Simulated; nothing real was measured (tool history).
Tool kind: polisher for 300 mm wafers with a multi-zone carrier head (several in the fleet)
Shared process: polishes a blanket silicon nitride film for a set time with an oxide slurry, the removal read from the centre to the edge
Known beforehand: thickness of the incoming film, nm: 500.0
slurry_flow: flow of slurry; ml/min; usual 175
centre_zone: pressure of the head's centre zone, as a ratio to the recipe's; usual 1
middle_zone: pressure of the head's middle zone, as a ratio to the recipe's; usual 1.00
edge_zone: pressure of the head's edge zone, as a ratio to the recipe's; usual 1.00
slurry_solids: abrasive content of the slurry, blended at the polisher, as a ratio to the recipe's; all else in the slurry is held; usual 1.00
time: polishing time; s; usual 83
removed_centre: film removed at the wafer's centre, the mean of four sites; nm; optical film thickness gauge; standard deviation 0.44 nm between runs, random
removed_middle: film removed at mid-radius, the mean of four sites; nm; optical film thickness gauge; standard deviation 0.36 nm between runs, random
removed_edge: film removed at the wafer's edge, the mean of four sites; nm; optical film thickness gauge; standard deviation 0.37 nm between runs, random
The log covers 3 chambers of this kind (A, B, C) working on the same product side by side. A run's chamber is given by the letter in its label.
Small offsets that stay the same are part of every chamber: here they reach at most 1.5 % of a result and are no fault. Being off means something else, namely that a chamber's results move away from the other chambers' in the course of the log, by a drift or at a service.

run	hour	slurry_flow	centre_zone	middle_zone	edge_zone	slurry_solids	time	removed_centre	removed_middle	removed_edge
1A	11.7	175	1	1.00	1.00	1.00	83	47.842	48.559	47.642
2C	27.5	175	1	1.00	1.00	1.00	83	48.118	48.562	48.717
3B	39.8	175	1	1.00	1.00	1.00	83	47.686	48.360	47.787
4B	48.3	175	1	1.00	1.00	1.00	83	47.912	47.696	48.063
5A	58.9	175	1	1.00	1.00	1.00	83	48.045	49.004	47.758
# hour 67.0: chamber A: worn pad replaced by a new one
# hour 67.0: chamber B: centre zone pressure recalibrated
6C	74.3	175	1	1.00	1.00	1.00	83	48.609	47.582	48.767
7A	84.4	175	1	1.04	1.00	0.85	83	44.500	46.608	44.182
8B	92.1	175	1	1.04	1.00	0.85	83	44.379	46.516	43.919
9C	102.6	175	1	1.04	1.00	0.85	83	44.455	46.467	44.300
10C	113.3	175	1	1.00	1.00	1.00	83	48.310	48.268	48.108
11B	120.8	175	1	1.00	1.00	1.00	83	48.306	48.807	47.602
# hour 127.0: chamber B: worn pad replaced by a new one
# hour 133.1: chamber B: slurry nozzle cleaned
12A	134.8	175	1	1.00	1.00	1.00	83	48.516	48.912	48.302
13A	146.1	175	1	1.00	1.00	1.00	83	48.179	48.751	48.356
# hour 150.7: chamber C: slurry nozzle cleaned
14B	161.4	175	1	1.00	1.00	1.00	83	47.668	47.832	48.458
# hour 162.2: chamber C: worn pad replaced by a new one
15C	168.7	175	1	1.00	1.00	1.00	83	48.535	48.367	48.137
# hour 169.2: chamber A: slurry nozzle cleaned
# hour 170.8: chamber A: worn pad replaced by a new one
16B	183.2	175	1	1.00	1.00	1.00	83	47.731	47.659	48.099
17C	195.5	175	1	1.00	1.00	1.00	83	48.308	48.313	47.492
18A	210.8	175	1	1.00	1.00	1.00	83	48.344	47.916	48.252
19A	225.3	175	1	0.96	1.00	1.15	83	50.834	49.399	51.244
20C	239.7	175	1	0.96	1.00	1.15	83	51.146	49.610	52.028
21B	251.4	175	1	0.96	1.00	1.15	83	50.952	48.715	50.913
# hour 264.0: chamber A: centre zone pressure recalibrated
22B	264.5	175	1	1.00	1.00	1.00	83	47.755	48.599	48.218
# hour 265.4: chamber C: edge zone pressure recalibrated
# hour 276.9: chamber A: worn pad replaced by a new one
23A	277.1	175	1	1.00	1.00	1.00	83	45.944	48.274	48.186
# hour 289.6: chamber B: worn pad replaced by a new one
24C	291.4	175	1	1.00	1.00	1.00	83	47.938	47.642	47.864
25A	301.0	175	1	1.00	1.00	1.00	83	46.148	48.542	48.153
26C	312.2	125	1	1.00	1.06	1.00	83	44.396	45.379	47.240
27B	321.3	125	1	1.00	1.06	1.00	83	44.305	45.064	46.662
28B	337.3	125	1	1.00	1.06	1.00	83	44.317	45.392	47.200
29A	347.9	175	1	1.00	1.00	1.00	83	45.830	48.722	48.434
# hour 354.5: chamber B: slurry nozzle cleaned
30C	355.0	175	1	1.00	1.00	1.00	83	47.262	47.850	48.634
31C	369.7	175	1	1.00	1.00	1.00	83	48.118	48.275	48.652
32B	379.3	175	1	1.00	1.00	1.00	83	47.736	48.036	48.150
33A	386.7	175	1	1.00	1.00	1.00	83	46.258	48.235	48.181
# hour 387.4: chamber A: worn pad replaced by a new one
34B	400.5	175	1	1.00	0.91	1.00	83	47.621	48.314	45.503
35A	410.0	175	1	1.00	0.91	1.00	83	45.742	48.163	46.641

Does one chamber stand apart from the rest, does the shared gauge drift, or is all well apart from small per-chamber offsets? Give the chamber and the most likely cause, where there is one.

Chamber A has stood off from the others ever since a service on it.
Cause: centre zone's pressure below its setpoint, % = 4.59.

Chamber A could run next with any of the 4 candidate recipes listed below; each alters the usual settings, and their results appear as question marks. Which one brings its results back in line with what the other chambers deliver on the usual settings?
A result is in line if it is within this distance of the other chambers' mean on the usual settings: removed_centre 1.500 nm; removed_middle 1.200 nm; removed_edge 1.300 nm
36A-1	421.5	170	0.96	1.01	1.01	1.00	83	?	?	?
36A-2	421.5	170	0.92	1.01	1.03	1.00	84	?	?	?
36A-3	421.5	180	1.09	0.98	0.97	1.00	83	?	?	?
36A-4	421.5	180	1.04	0.99	0.99	1.00	83	?	?	?

Mean of the other chambers on the usual settings: removed_centre 47.890 nm; removed_middle 48.067 nm; removed_edge 47.825 nm
run	removed_centre	removed_middle	removed_edge
36A-1	43.340	48.627	48.069
36A-2	41.811	49.222	49.154
36A-3	50.439	47.690	47.407
36A-4	47.883	48.154	47.905
With 36A-4, the chamber falls back in line with the rest.

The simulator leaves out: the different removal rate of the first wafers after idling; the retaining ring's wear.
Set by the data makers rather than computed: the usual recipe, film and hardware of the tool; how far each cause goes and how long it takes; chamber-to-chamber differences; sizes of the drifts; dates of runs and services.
